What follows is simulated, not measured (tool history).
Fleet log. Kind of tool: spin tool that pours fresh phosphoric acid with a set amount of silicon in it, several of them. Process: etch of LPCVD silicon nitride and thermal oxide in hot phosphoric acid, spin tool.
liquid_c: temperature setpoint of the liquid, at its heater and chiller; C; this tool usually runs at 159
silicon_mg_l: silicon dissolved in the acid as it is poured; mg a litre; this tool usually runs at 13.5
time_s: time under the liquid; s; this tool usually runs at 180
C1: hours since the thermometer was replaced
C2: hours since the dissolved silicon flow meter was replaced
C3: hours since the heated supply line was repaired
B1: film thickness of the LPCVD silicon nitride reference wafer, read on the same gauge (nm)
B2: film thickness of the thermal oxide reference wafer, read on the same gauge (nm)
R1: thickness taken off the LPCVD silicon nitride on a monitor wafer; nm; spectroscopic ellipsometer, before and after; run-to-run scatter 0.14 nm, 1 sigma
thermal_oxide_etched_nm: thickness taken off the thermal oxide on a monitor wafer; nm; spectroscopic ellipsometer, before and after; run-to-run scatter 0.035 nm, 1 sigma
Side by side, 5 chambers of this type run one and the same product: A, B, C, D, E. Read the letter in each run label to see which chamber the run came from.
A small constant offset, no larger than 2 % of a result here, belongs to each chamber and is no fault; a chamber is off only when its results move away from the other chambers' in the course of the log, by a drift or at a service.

run 1B hour=7.5 | liquid_c=159 silicon_mg_l=13.5 time_s=180 | C1=510.3 C2=686.8 C3=989.6 | B1=79.970 B2=29.989 | R1=15.3750 thermal_oxide_etched_nm=0.32822
run 2E hour=18.0 | liquid_c=159 silicon_mg_l=13.5 time_s=180 | C1=670.4 C2=352.9 C3=2928.7 | B1=79.975 B2=29.988 | R1=15.4180 thermal_oxide_etched_nm=0.31398
run 3D hour=25.4 | liquid_c=159 silicon_mg_l=13.5 time_s=180 | C1=1082.2 C2=763.8 C3=279.8 | B1=79.969 B2=29.999 | R1=15.2530 thermal_oxide_etched_nm=0.30728
run 4A hour=35.0 | liquid_c=159 silicon_mg_l=13.5 time_s=180 | C1=651.7 C2=780.8 C3=823.1 | B1=80.001 B2=29.970 | R1=15.2780 thermal_oxide_etched_nm=0.30858
run 5C hour=48.9 | liquid_c=159 silicon_mg_l=13.5 time_s=180 | C1=1167.6 C2=246.9 C3=1549.6 | B1=80.008 B2=30.020 | R1=15.6010 thermal_oxide_etched_nm=0.33457
-- hour=56.0 chamber E: heated supply line repaired
run 6E hour=63.3 | liquid_c=159 silicon_mg_l=13.5 time_s=180 | C1=715.7 C2=398.2 C3=7.3 | B1=80.042 B2=29.999 | R1=15.3680 thermal_oxide_etched_nm=0.32119
run 7B hour=76.2 | liquid_c=159 silicon_mg_l=13.5 time_s=180 | C1=579.0 C2=755.5 C3=1058.3 | B1=80.017 B2=29.969 | R1=15.4180 thermal_oxide_etched_nm=0.36559
run 8D hour=83.7 | liquid_c=157 silicon_mg_l=13.5 time_s=180 | C1=1140.5 C2=822.1 C3=338.1 | B1=80.007 B2=29.968 | R1=14.5100 thermal_oxide_etched_nm=0.28617
run 9C hour=90.1 | liquid_c=157 silicon_mg_l=13.5 time_s=180 | C1=1208.8 C2=288.1 C3=1590.8 | B1=79.991 B2=29.992 | R1=14.6940 thermal_oxide_etched_nm=0.26811
-- hour=91.4 chamber E: thermometer replaced
run 10A hour=98.6 | liquid_c=157 silicon_mg_l=13.5 time_s=180 | C1=715.3 C2=844.4 C3=886.7 | B1=79.994 B2=29.979 | R1=14.3180 thermal_oxide_etched_nm=0.28893
run 11D hour=108.0 | liquid_c=157 silicon_mg_l=13.5 time_s=180 | C1=1164.8 C2=846.4 C3=362.4 | B1=80.006 B2=29.979 | R1=14.3870 thermal_oxide_etched_nm=0.26517
run 12E hour=117.0 | liquid_c=157 silicon_mg_l=13.5 time_s=180 | C1=25.6 C2=451.9 C3=61.0 | B1=80.045 B2=30.023 | R1=14.5100 thermal_oxide_etched_nm=0.24473
-- hour=120.1 chamber C: heated supply line repaired
run 13C hour=128.2 | liquid_c=159 silicon_mg_l=13.5 time_s=180 | C1=1246.9 C2=326.2 C3=8.1 | B1=79.978 B2=29.995 | R1=15.6120 thermal_oxide_etched_nm=0.39000
run 14B hour=136.7 | liquid_c=159 silicon_mg_l=13.5 time_s=180 | C1=639.5 C2=816.0 C3=1118.8 | B1=79.993 B2=30.040 | R1=15.4470 thermal_oxide_etched_nm=0.42665
run 15A hour=148.3 | liquid_c=159 silicon_mg_l=13.5 time_s=180 | C1=765.0 C2=894.1 C3=936.4 | B1=80.015 B2=30.018 | R1=15.3930 thermal_oxide_etched_nm=0.34622
run 16A hour=157.1 | liquid_c=159 silicon_mg_l=13.5 time_s=180 | C1=773.8 C2=902.9 C3=945.2 | B1=79.984 B2=29.989 | R1=15.6050 thermal_oxide_etched_nm=0.30258
run 17B hour=165.4 | liquid_c=159 silicon_mg_l=13.5 time_s=180 | C1=668.2 C2=844.7 C3=1147.5 | B1=79.971 B2=30.021 | R1=15.4820 thermal_oxide_etched_nm=0.31442
run 18E hour=175.1 | liquid_c=159 silicon_mg_l=13.5 time_s=180 | C1=83.7 C2=510.0 C3=119.1 | B1=79.982 B2=29.954 | R1=15.1920 thermal_oxide_etched_nm=0.36730
run 19C hour=184.7 | liquid_c=159 silicon_mg_l=13.5 time_s=180 | C1=1303.4 C2=382.7 C3=64.6 | B1=79.974 B2=30.002 | R1=15.5890 thermal_oxide_etched_nm=0.27789
run 20D hour=194.4 | liquid_c=159 silicon_mg_l=13.5 time_s=180 | C1=1251.2 C2=932.8 C3=448.8 | B1=79.973 B2=30.035 | R1=15.3380 thermal_oxide_etched_nm=0.33761
run 21B hour=205.0 | liquid_c=159 silicon_mg_l=13.5 time_s=180 | C1=707.8 C2=884.3 C3=1187.1 | B1=80.002 B2=30.004 | R1=15.4210 thermal_oxide_etched_nm=0.34819
run 22A hour=216.7 | liquid_c=159 silicon_mg_l=13.5 time_s=180 | C1=833.4 C2=962.5 C3=1004.8 | B1=79.988 B2=29.978 | R1=15.1140 thermal_oxide_etched_nm=0.27553
run 23D hour=225.6 | liquid_c=159 silicon_mg_l=13.5 time_s=180 | C1=1282.4 C2=964.0 C3=480.0 | B1=79.965 B2=29.960 | R1=15.4890 thermal_oxide_etched_nm=0.43720
run 24C hour=233.7 | liquid_c=159 silicon_mg_l=13.5 time_s=180 | C1=1352.4 C2=431.7 C3=113.6 | B1=80.017 B2=30.014 | R1=15.6050 thermal_oxide_etched_nm=0.38159
run 25E hour=247.0 | liquid_c=159 silicon_mg_l=13.5 time_s=180 | C1=155.6 C2=581.9 C3=191.0 | B1=79.947 B2=29.975 | R1=15.3060 thermal_oxide_etched_nm=0.34891
run 26E hour=254.8 | liquid_c=159 silicon_mg_l=13.5 time_s=180 | C1=163.4 C2=589.7 C3=198.8 | B1=79.985 B2=30.007 | R1=15.4400 thermal_oxide_etched_nm=0.28690
run 27A hour=264.6 | liquid_c=162 silicon_mg_l=13.5 time_s=180 | C1=881.3 C2=1010.4 C3=1052.7 | B1=80.001 B2=29.991 | R1=17.1010 thermal_oxide_etched_nm=0.43447
run 28D hour=275.1 | liquid_c=162 silicon_mg_l=13.5 time_s=180 | C1=1331.9 C2=1013.5 C3=529.5 | B1=79.949 B2=29.961 | R1=17.1020 thermal_oxide_etched_nm=0.43902
run 29B hour=288.8 | liquid_c=162 silicon_mg_l=13.5 time_s=180 | C1=791.6 C2=968.1 C3=1270.9 | B1=79.985 B2=29.975 | R1=16.8260 thermal_oxide_etched_nm=0.48435
-- hour=296.2 chamber B: thermometer replaced
run 30C hour=302.0 | liquid_c=162 silicon_mg_l=13.5 time_s=180 | C1=1420.7 C2=500.0 C3=181.9 | B1=80.018 B2=30.023 | R1=17.3010 thermal_oxide_etched_nm=0.41441
run 31B hour=316.7 | liquid_c=162 silicon_mg_l=13.5 time_s=180 | C1=20.6 C2=996.0 C3=1298.8 | B1=80.041 B2=29.990 | R1=17.0010 thermal_oxide_etched_nm=0.43791
run 32D hour=331.1 | liquid_c=159 silicon_mg_l=10.0 time_s=75 | C1=1387.9 C2=1069.5 C3=585.5 | B1=80.002 B2=30.008 | R1=6.4638 thermal_oxide_etched_nm=0.18169
run 33A hour=343.6 | liquid_c=159 silicon_mg_l=10.0 time_s=75 | C1=960.3 C2=1089.4 C3=1131.7 | B1=79.979 B2=30.034 | R1=6.3230 thermal_oxide_etched_nm=0.17186
run 34E hour=352.9 | liquid_c=159 silicon_mg_l=10.0 time_s=75 | C1=261.5 C2=687.8 C3=296.9 | B1=79.982 B2=29.963 | R1=6.5054 thermal_oxide_etched_nm=0.15472

All 5 chambers run these settings next. Forecast each chamber's results:
run 35A hour=363.4 | liquid_c=159 silicon_mg_l=13.5 time_s=180 | R1=? thermal_oxide_etched_nm=?
run 35B hour=363.4 | liquid_c=159 silicon_mg_l=13.5 time_s=180 | R1=? thermal_oxide_etched_nm=?
run 35C hour=363.4 | liquid_c=159 silicon_mg_l=13.5 time_s=180 | R1=? thermal_oxide_etched_nm=?
run 35D hour=363.4 | liquid_c=159 silicon_mg_l=13.5 time_s=180 | R1=? thermal_oxide_etched_nm=?
run 35E hour=363.4 | liquid_c=159 silicon_mg_l=13.5 time_s=180 | R1=? thermal_oxide_etched_nm=?

run=35A R1=15.4920 thermal_oxide_etched_nm=0.34527
run=35B R1=15.3080 thermal_oxide_etched_nm=0.36469
run=35C R1=15.8850 thermal_oxide_etched_nm=0.29985
run=35D R1=15.1650 thermal_oxide_etched_nm=0.33482
run=35E R1=15.2410 thermal_oxide_etched_nm=0.26982

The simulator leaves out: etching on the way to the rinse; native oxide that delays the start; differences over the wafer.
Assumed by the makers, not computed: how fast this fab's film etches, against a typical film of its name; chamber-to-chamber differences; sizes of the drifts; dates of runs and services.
